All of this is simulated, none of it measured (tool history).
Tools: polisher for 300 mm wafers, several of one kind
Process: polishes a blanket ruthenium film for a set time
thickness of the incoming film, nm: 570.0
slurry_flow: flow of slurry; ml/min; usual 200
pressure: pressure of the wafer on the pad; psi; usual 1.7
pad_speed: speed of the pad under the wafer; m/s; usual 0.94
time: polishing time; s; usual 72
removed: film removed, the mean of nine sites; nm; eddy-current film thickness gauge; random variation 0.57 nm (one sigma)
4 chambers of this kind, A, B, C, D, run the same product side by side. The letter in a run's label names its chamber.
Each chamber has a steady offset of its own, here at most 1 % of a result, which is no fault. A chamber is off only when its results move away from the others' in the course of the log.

{"run": "1C", "hour": 13.4, "slurry_flow": 200, "pressure": 1.7, "pad_speed": 0.94, "time": 72, "removed": 61.528}
{"run": "2D", "hour": 24.4, "slurry_flow": 200, "pressure": 1.7, "pad_speed": 0.94, "time": 72, "removed": 61.686}
{"hour": 37.6, "done": "chamber B: slurry nozzle cleaned"}
{"run": "3A", "hour": 38.5, "slurry_flow": 200, "pressure": 1.7, "pad_speed": 0.94, "time": 72, "removed": 60.137}
{"hour": 46.7, "done": "chamber A: worn pad replaced by a new one"}
{"hour": 52.9, "done": "chamber B: worn pad replaced by a new one"}
{"run": "4B", "hour": 53.4, "slurry_flow": 200, "pressure": 1.7, "pad_speed": 0.94, "time": 72, "removed": 60.3}
{"run": "5B", "hour": 69.1, "slurry_flow": 200, "pressure": 1.7, "pad_speed": 0.94, "time": 72, "removed": 60.82}
{"run": "6A", "hour": 76.5, "slurry_flow": 200, "pressure": 1.7, "pad_speed": 0.94, "time": 72, "removed": 61.375}
{"run": "7D", "hour": 86.5, "slurry_flow": 200, "pressure": 1.7, "pad_speed": 0.94, "time": 72, "removed": 61.048}
{"hour": 94.1, "done": "chamber C: worn pad replaced by a new one"}
{"run": "8C", "hour": 96.6, "slurry_flow": 200, "pressure": 1.7, "pad_speed": 0.94, "time": 72, "removed": 60.745}
{"run": "9D", "hour": 103.7, "slurry_flow": 200, "pressure": 1.7, "pad_speed": 0.94, "time": 72, "removed": 60.203}
{"hour": 107.5, "done": "chamber A: worn pad replaced by a new one"}
{"hour": 108.0, "done": "chamber D: worn pad replaced by a new one"}
{"run": "10C", "hour": 115.1, "slurry_flow": 200, "pressure": 1.7, "pad_speed": 0.94, "time": 72, "removed": 59.191}
{"hour": 122.6, "done": "chamber B: worn pad replaced by a new one"}
{"run": "11A", "hour": 128.3, "slurry_flow": 200, "pressure": 1.7, "pad_speed": 0.94, "time": 72, "removed": 60.493}
{"run": "12B", "hour": 139.3, "slurry_flow": 200, "pressure": 1.7, "pad_speed": 0.94, "time": 72, "removed": 60.025}
{"run": "13C", "hour": 150.6, "slurry_flow": 200, "pressure": 1.7, "pad_speed": 0.94, "time": 72, "removed": 60.155}
{"run": "14B", "hour": 159.6, "slurry_flow": 200, "pressure": 1.7, "pad_speed": 0.94, "time": 72, "removed": 59.455}
{"hour": 170.1, "done": "chamber C: slurry nozzle cleaned"}
{"hour": 172.8, "done": "chamber A: worn pad replaced by a new one"}
{"run": "15A", "hour": 173.6, "slurry_flow": 200, "pressure": 1.7, "pad_speed": 0.94, "time": 72, "removed": 61.332}
{"run": "16D", "hour": 187.1, "slurry_flow": 200, "pressure": 1.7, "pad_speed": 0.94, "time": 72, "removed": 60.801}
{"hour": 193.7, "done": "chamber B: worn pad replaced by a new one"}
{"run": "17B", "hour": 198.3, "slurry_flow": 200, "pressure": 1.7, "pad_speed": 0.94, "time": 72, "removed": 59.029}
{"hour": 200.3, "done": "chamber C: worn pad replaced by a new one"}
{"run": "18C", "hour": 211.9, "slurry_flow": 200, "pressure": 1.7, "pad_speed": 0.94, "time": 72, "removed": 62.08}
{"run": "19D", "hour": 220.5, "slurry_flow": 200, "pressure": 1.7, "pad_speed": 0.94, "time": 72, "removed": 59.905}
{"hour": 228.7, "done": "chamber D: worn pad replaced by a new one"}
{"run": "20A", "hour": 231.3, "slurry_flow": 200, "pressure": 1.7, "pad_speed": 0.94, "time": 72, "removed": 60.488}
{"run": "21D", "hour": 246.9, "slurry_flow": 200, "pressure": 1.7, "pad_speed": 0.94, "time": 72, "removed": 60.958}
{"hour": 250.5, "done": "chamber A: worn pad replaced by a new one"}
{"run": "22A", "hour": 257.3, "slurry_flow": 200, "pressure": 1.7, "pad_speed": 0.94, "time": 72, "removed": 60.287}
{"hour": 258.4, "done": "chamber B: worn pad replaced by a new one"}
{"hour": 264.1, "done": "chamber D: slurry nozzle cleaned"}
{"run": "23C", "hour": 266.3, "slurry_flow": 200, "pressure": 1.7, "pad_speed": 0.94, "time": 72, "removed": 61.003}
{"hour": 270.2, "done": "chamber A: head pressure recalibrated"}
{"run": "24B", "hour": 273.7, "slurry_flow": 200, "pressure": 1.7, "pad_speed": 0.94, "time": 72, "removed": 57.483}
{"hour": 283.7, "done": "chamber A: slurry nozzle cleaned"}
{"run": "25D", "hour": 288.8, "slurry_flow": 200, "pressure": 1.7, "pad_speed": 0.94, "time": 72, "removed": 60.207}
{"run": "26B", "hour": 298.7, "slurry_flow": 200, "pressure": 1.7, "pad_speed": 0.94, "time": 72, "removed": 55.154}
{"run": "27C", "hour": 306.7, "slurry_flow": 200, "pressure": 1.9, "pad_speed": 0.94, "time": 85, "removed": 79.985}
{"run": "28A", "hour": 314.9, "slurry_flow": 200, "pressure": 1.9, "pad_speed": 0.94, "time": 85, "removed": 80.261}
{"hour": 324.0, "done": "chamber C: worn pad replaced by a new one"}
{"run": "29C", "hour": 330.5, "slurry_flow": 200, "pressure": 1.9, "pad_speed": 0.94, "time": 85, "removed": 80.554}

All 4 chambers run these settings next. Forecast each chamber's results:
{"run": "30A", "hour": 341.8, "slurry_flow": 200, "pressure": 1.7, "pad_speed": 0.94, "time": 72, "removed": "?"}
{"run": "30B", "hour": 341.8, "slurry_flow": 200, "pressure": 1.7, "pad_speed": 0.94, "time": 72, "removed": "?"}
{"run": "30C", "hour": 341.8, "slurry_flow": 200, "pressure": 1.7, "pad_speed": 0.94, "time": 72, "removed": "?"}
{"run": "30D", "hour": 341.8, "slurry_flow": 200, "pressure": 1.7, "pad_speed": 0.94, "time": 72, "removed": "?"}

run=30A removed=62.481
run=30B removed=54.362
run=30C removed=60.891
run=30D removed=61.245
